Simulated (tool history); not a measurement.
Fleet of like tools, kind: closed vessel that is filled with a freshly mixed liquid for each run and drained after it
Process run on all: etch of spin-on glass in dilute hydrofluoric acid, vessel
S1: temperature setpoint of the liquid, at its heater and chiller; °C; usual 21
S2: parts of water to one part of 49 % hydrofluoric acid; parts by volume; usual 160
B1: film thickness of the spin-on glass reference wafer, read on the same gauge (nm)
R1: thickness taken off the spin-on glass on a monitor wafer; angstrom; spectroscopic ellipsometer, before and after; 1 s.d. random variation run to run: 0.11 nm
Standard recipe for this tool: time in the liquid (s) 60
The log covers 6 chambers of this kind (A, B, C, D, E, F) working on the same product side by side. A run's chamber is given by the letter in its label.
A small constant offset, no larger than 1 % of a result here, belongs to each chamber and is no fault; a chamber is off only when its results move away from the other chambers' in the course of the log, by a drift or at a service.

Run 1B, hour 4.6: usual settings; B1 119.98. Result: R1 157.88 angstrom.
Run 2A, hour 7.2: usual settings; B1 120. Result: R1 158.83 angstrom.
Run 3D, hour 9.7: usual settings; B1 120. Result: R1 160.31 angstrom.
Run 4F, hour 14.5: usual settings; B1 120.01. Result: R1 159.72 angstrom.
Run 5E, hour 18: usual settings; B1 119.98. Result: R1 158 angstrom.
Run 6C, hour 20.2: usual settings; B1 120. Result: R1 160.52 angstrom.
Run 7C, hour 24.7: usual settings; B1 119.98. Result: R1 159.47 angstrom.
Run 8A, hour 29.4: usual settings; B1 120.01. Result: R1 159.22 angstrom.
Run 9D, hour 34.2: usual settings; B1 120.01. Result: R1 161.45 angstrom.
Run 10E, hour 37.1: usual settings; B1 119.99. Result: R1 158.51 angstrom.
Run 11F, hour 40.3: usual settings; B1 120.04. Result: R1 159.95 angstrom.
Run 12B, hour 43.1: usual settings; B1 120. Result: R1 158.45 angstrom.
Run 13B, hour 46.5: usual settings; B1 120.02. Result: R1 157.28 angstrom.
Run 14E, hour 49.9: usual settings; B1 119.98. Result: R1 157.95 angstrom.
Run 15F, hour 52.8: usual settings; B1 120. Result: R1 160.19 angstrom.
Run 16A, hour 55.3: usual settings; B1 119.97. Result: R1 160.45 angstrom.
Run 17C, hour 58.7: usual settings; B1 119.98. Result: R1 158.32 angstrom.
Run 18D, hour 61.7: usual settings but S1 24.5 °C, time in the liquid (s) 80; B1 120.02. Result: R1 242.82 angstrom.
Run 19F, hour 65.9: usual settings but S1 24.5 °C, time in the liquid (s) 80; B1 119.99. Result: R1 241.47 angstrom.
Run 20E, hour 70.5: usual settings but S1 24.5 °C, time in the liquid (s) 80; B1 119.99. Result: R1 245.6 angstrom.
Run 21D, hour 74.2: usual settings but S1 24.5 °C, time in the liquid (s) 80; B1 120.01. Result: R1 243.65 angstrom.
Run 22C, hour 78.8: usual settings but S1 24.5 °C, time in the liquid (s) 80; B1 120.01. Result: R1 245.78 angstrom.
Run 23A, hour 81.1: usual settings but S1 24.5 °C, time in the liquid (s) 80; B1 119.99. Result: R1 245.3 angstrom.
Run 24B, hour 83.3: usual settings; B1 120. Result: R1 158.51 angstrom.
Run 25B, hour 86.8: usual settings; B1 120.04. Result: R1 158.92 angstrom.
Run 26E, hour 91: usual settings; B1 119.99. Result: R1 158.2 angstrom.
Run 27F, hour 95: usual settings; B1 120.03. Result: R1 158.87 angstrom.
Run 28C, hour 98.9: usual settings; B1 120. Result: R1 160.85 angstrom.
Run 29D, hour 103.7: usual settings; B1 119.99. Result: R1 160.6 angstrom.
Run 30A, hour 108.3: usual settings; B1 119.99. Result: R1 158.1 angstrom.
Run 31B, hour 113.2: usual settings but S1 18.5 °C, time in the liquid (s) 90; B1 120. Result: R1 215.04 angstrom.
Run 32A, hour 115.7: usual settings but S1 18.5 °C, time in the liquid (s) 90; B1 120.01. Result: R1 215.81 angstrom.
Run 33C, hour 119.9: usual settings but S1 18.5 °C, time in the liquid (s) 90; B1 120.03. Result: R1 215.6 angstrom.
Run 34D, hour 122.1: usual settings but S1 18.5 °C, time in the liquid (s) 90; B1 119.98. Result: R1 215.74 angstrom.
Run 35E, hour 125.5: usual settings but S1 18.5 °C, time in the liquid (s) 90; B1 119.98. Result: R1 217.39 angstrom.
Run 36F, hour 127.7: usual settings but S1 18.5 °C, time in the liquid (s) 90; B1 120.02. Result: R1 217.3 angstrom.
Run 37D, hour 131.3: usual settings; B1 120.02. Result: R1 160.83 angstrom.
Run 38B, hour 134.9: usual settings but time in the liquid (s) 85; B1 120.01. Result: R1 224.07 angstrom.
Run 39E, hour 137.9: usual settings but time in the liquid (s) 85; B1 120.02. Result: R1 224.05 angstrom.
Run 40C, hour 142.8: usual settings but time in the liquid (s) 85; B1 120.01. Result: R1 225.62 angstrom.

Decide between three cases: one chamber stands off from its peers, the gauge reading all wafers drifts, or nothing is wrong past each chamber's small offset. Where a chamber is off, say which and what most likely put it there.

The fleet is healthy, with each chamber sitting at its usual small offset and no drift in the gauge.
